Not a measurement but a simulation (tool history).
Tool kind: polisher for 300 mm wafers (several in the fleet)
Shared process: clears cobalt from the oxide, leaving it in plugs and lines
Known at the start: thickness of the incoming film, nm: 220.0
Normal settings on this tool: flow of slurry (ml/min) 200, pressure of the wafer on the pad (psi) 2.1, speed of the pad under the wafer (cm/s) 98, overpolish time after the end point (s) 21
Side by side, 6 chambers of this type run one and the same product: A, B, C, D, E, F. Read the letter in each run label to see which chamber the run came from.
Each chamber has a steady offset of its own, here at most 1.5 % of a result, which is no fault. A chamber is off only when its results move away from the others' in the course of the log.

| run | hour | flow of slurry (ml/min) | pressure of the wafer on the pad (psi) | speed of the pad under the wafer (cm/s) | overpolish time after the end point (s) | wafers polished on this pad | hours since the slurry nozzle was cleaned | hours since the head pressure was calibrated | time until the end point was called (s) | dishing of a wide line in a test structure (angstrom) |
|---|---|---|---|---|---|---|---|---|---|---|
| 1A | 6.8 | 200 | 2.1 | 98 | 21 | 798 | 252.1 | 183.5 | 48.980 | 469.58 |
|  | 12.6 | chamber C: worn pad replaced by a new one |
| 2C | 14.4 | 200 | 2.1 | 98 | 21 | 14 | 16.9 | 809.0 | 48.855 | 470.53 |
|  | 17.8 | chamber E: worn pad replaced by a new one |
|  | 20.4 | chamber D: worn pad replaced by a new one |
|  | 21.9 | chamber E: slurry nozzle cleaned |
| 3F | 23.7 | 200 | 2.1 | 98 | 21 | 641 | 343.9 | 519.4 | 47.796 | 485.60 |
| 4E | 34.7 | 200 | 2.1 | 98 | 21 | 129 | 12.8 | 463.0 | 46.254 | 470.89 |
|  | 36.0 | chamber A: worn pad replaced by a new one |
| 5D | 43.1 | 200 | 2.1 | 98 | 21 | 173 | 112.3 | 232.5 | 48.396 | 449.53 |
| 6B | 54.4 | 200 | 2.1 | 98 | 27 | 1280 | 653.6 | 414.0 | 48.204 | 511.72 |
|  | 55.4 | chamber B: worn pad replaced by a new one |
| 7D | 66.5 | 200 | 2.1 | 98 | 27 | 351 | 135.7 | 255.9 | 48.846 | 499.08 |
|  | 73.5 | chamber C: head pressure recalibrated |
| 8E | 75.5 | 200 | 2.1 | 98 | 27 | 440 | 53.6 | 503.8 | 46.148 | 502.20 |
| 9C | 83.7 | 200 | 2.1 | 98 | 27 | 542 | 86.2 | 10.2 | 49.662 | 505.18 |
| 10B | 93.2 | 200 | 2.1 | 98 | 27 | 288 | 692.4 | 452.8 | 49.591 | 503.46 |
|  | 102.0 | chamber F: worn pad replaced by a new one |
| 11A | 105.7 | 200 | 2.1 | 98 | 27 | 531 | 351.0 | 282.4 | 47.706 | 497.82 |
|  | 111.1 | chamber E: worn pad replaced by a new one |
| 12F | 111.5 | 230 | 2.1 | 98 | 21 | 72 | 431.7 | 607.2 | 47.213 | 478.90 |
|  | 119.1 | chamber D: worn pad replaced by a new one |
| 13A | 122.0 | 230 | 2.1 | 98 | 21 | 655 | 367.3 | 298.7 | 50.708 | 466.16 |
|  | 123.3 | chamber C: worn pad replaced by a new one |
| 14F | 133.8 | 230 | 2.1 | 98 | 21 | 242 | 454.0 | 629.5 | 46.232 | 477.93 |
| 15D | 146.9 | 230 | 2.1 | 98 | 21 | 212 | 216.1 | 336.3 | 46.768 | 467.09 |
| 16E | 152.7 | 230 | 2.1 | 98 | 21 | 317 | 130.8 | 581.0 | 45.330 | 474.84 |
| 17B | 159.4 | 230 | 2.1 | 98 | 21 | 793 | 758.6 | 519.0 | 50.288 | 486.64 |
|  | 160.0 | chamber A: worn pad replaced by a new one |
| 18C | 172.5 | 200 | 2.4 | 98 | 33 | 375 | 175.0 | 99.0 | 42.101 | 543.37 |
| 19E | 178.9 | 200 | 2.4 | 98 | 33 | 517 | 157.0 | 607.2 | 43.021 | 556.20 |
|  | 180.7 | chamber F: head pressure recalibrated |
|  | 180.8 | chamber B: slurry nozzle cleaned |
|  | 182.9 | chamber D: head pressure recalibrated |
| 20C | 189.2 | 200 | 2.4 | 98 | 33 | 502 | 191.7 | 115.7 | 42.160 | 551.84 |
|  | 196.2 | chamber B: head pressure recalibrated |
| 21A | 198.0 | 200 | 2.4 | 98 | 33 | 290 | 443.3 | 374.7 | 43.692 | 547.12 |
| 22D | 205.1 | 200 | 2.4 | 98 | 33 | 655 | 274.3 | 22.3 | 43.953 | 543.62 |
| 23F | 216.3 | 200 | 2.4 | 98 | 33 | 871 | 536.5 | 35.6 | 41.849 | 552.99 |
|  | 219.3 | chamber D: worn pad replaced by a new one |
|  | 220.1 | chamber E: worn pad replaced by a new one |
|  | 222.2 | chamber C: worn pad replaced by a new one |
| 24B | 229.5 | 200 | 2.1 | 98 | 31 | 1327 | 48.8 | 33.4 | 47.928 | 541.19 |
|  | 234.9 | chamber F: slurry nozzle cleaned |
| 25B | 238.2 | 200 | 2.1 | 98 | 31 | 1393 | 57.5 | 42.1 | 47.383 | 551.92 |
|  | 240.9 | chamber B: worn pad replaced by a new one |
|  | 244.9 | chamber F: worn pad replaced by a new one |
| 26E | 248.6 | 200 | 2.1 | 98 | 31 | 217 | 226.7 | 676.9 | 49.502 | 536.68 |
| 27C | 254.7 | 200 | 2.1 | 98 | 31 | 248 | 257.2 | 181.2 | 48.753 | 539.06 |
| 28A | 267.8 | 200 | 2.1 | 98 | 31 | 821 | 513.1 | 444.5 | 51.792 | 532.33 |
| 29D | 276.4 | 200 | 2.1 | 98 | 31 | 435 | 345.6 | 93.6 | 50.460 | 536.27 |
|  | 278.9 | chamber A: slurry nozzle cleaned |
| 30F | 283.8 | 200 | 2.1 | 98 | 12 | 296 | 49.0 | 103.1 | 47.983 | 352.36 |
|  | 288.8 | chamber A: worn pad replaced by a new one |
| 31A | 290.1 | 200 | 2.1 | 98 | 12 | 10 | 11.2 | 466.8 | 52.791 | 329.46 |
| 32D | 300.3 | 200 | 2.1 | 98 | 12 | 617 | 369.5 | 117.5 | 47.549 | 346.17 |
|  | 302.0 | chamber D: worn pad replaced by a new one |
| 33C | 306.8 | 200 | 2.1 | 98 | 12 | 645 | 309.3 | 233.3 | 48.002 | 350.39 |
|  | 309.9 | chamber E: worn pad replaced by a new one |
| 34F | 316.4 | 200 | 2.1 | 98 | 12 | 545 | 81.6 | 135.7 | 48.792 | 353.03 |
| 35E | 327.5 | 200 | 2.1 | 98 | 12 | 134 | 305.6 | 755.8 | 47.958 | 349.70 |
|  | 331.3 | chamber C: worn pad replaced by a new one |
| 36B | 337.0 | 200 | 2.1 | 98 | 21 | 732 | 156.3 | 140.9 | 50.330 | 477.68 |
| 37E | 347.8 | 200 | 2.1 | 98 | 21 | 289 | 325.9 | 776.1 | 50.339 | 477.78 |
| 38C | 356.2 | 200 | 2.1 | 98 | 21 | 190 | 358.7 | 282.7 | 50.402 | 470.09 |
| 39B | 369.0 | 200 | 2.1 | 98 | 21 | 976 | 188.3 | 172.9 | 49.269 | 484.22 |
| 40D | 379.9 | 200 | 2.1 | 98 | 21 | 594 | 449.1 | 197.1 | 47.809 | 451.00 |

Next, every chamber runs the same settings. What will each give?
| 41A | 389.4 | 200 | 2.1 | 98 | 21 |  |  |  | ? | ? |
| 41B | 389.4 | 200 | 2.1 | 98 | 21 |  |  |  | ? | ? |
| 41C | 389.4 | 200 | 2.1 | 98 | 21 |  |  |  | ? | ? |
| 41D | 389.4 | 200 | 2.1 | 98 | 21 |  |  |  | ? | ? |
| 41E | 389.4 | 200 | 2.1 | 98 | 21 |  |  |  | ? | ? |
| 41F | 389.4 | 200 | 2.1 | 98 | 21 |  |  |  | ? | ? |

| run | time until the end point was called (s) | dishing of a wide line in a test structure (angstrom) |
|---|---|---|
| 41A | 54.938 | 437.83 |
| 41B | 49.928 | 467.66 |
| 41C | 47.551 | 474.53 |
| 41D | 49.623 | 466.85 |
| 41E | 48.334 | 478.58 |
| 41F | 49.497 | 466.26 |
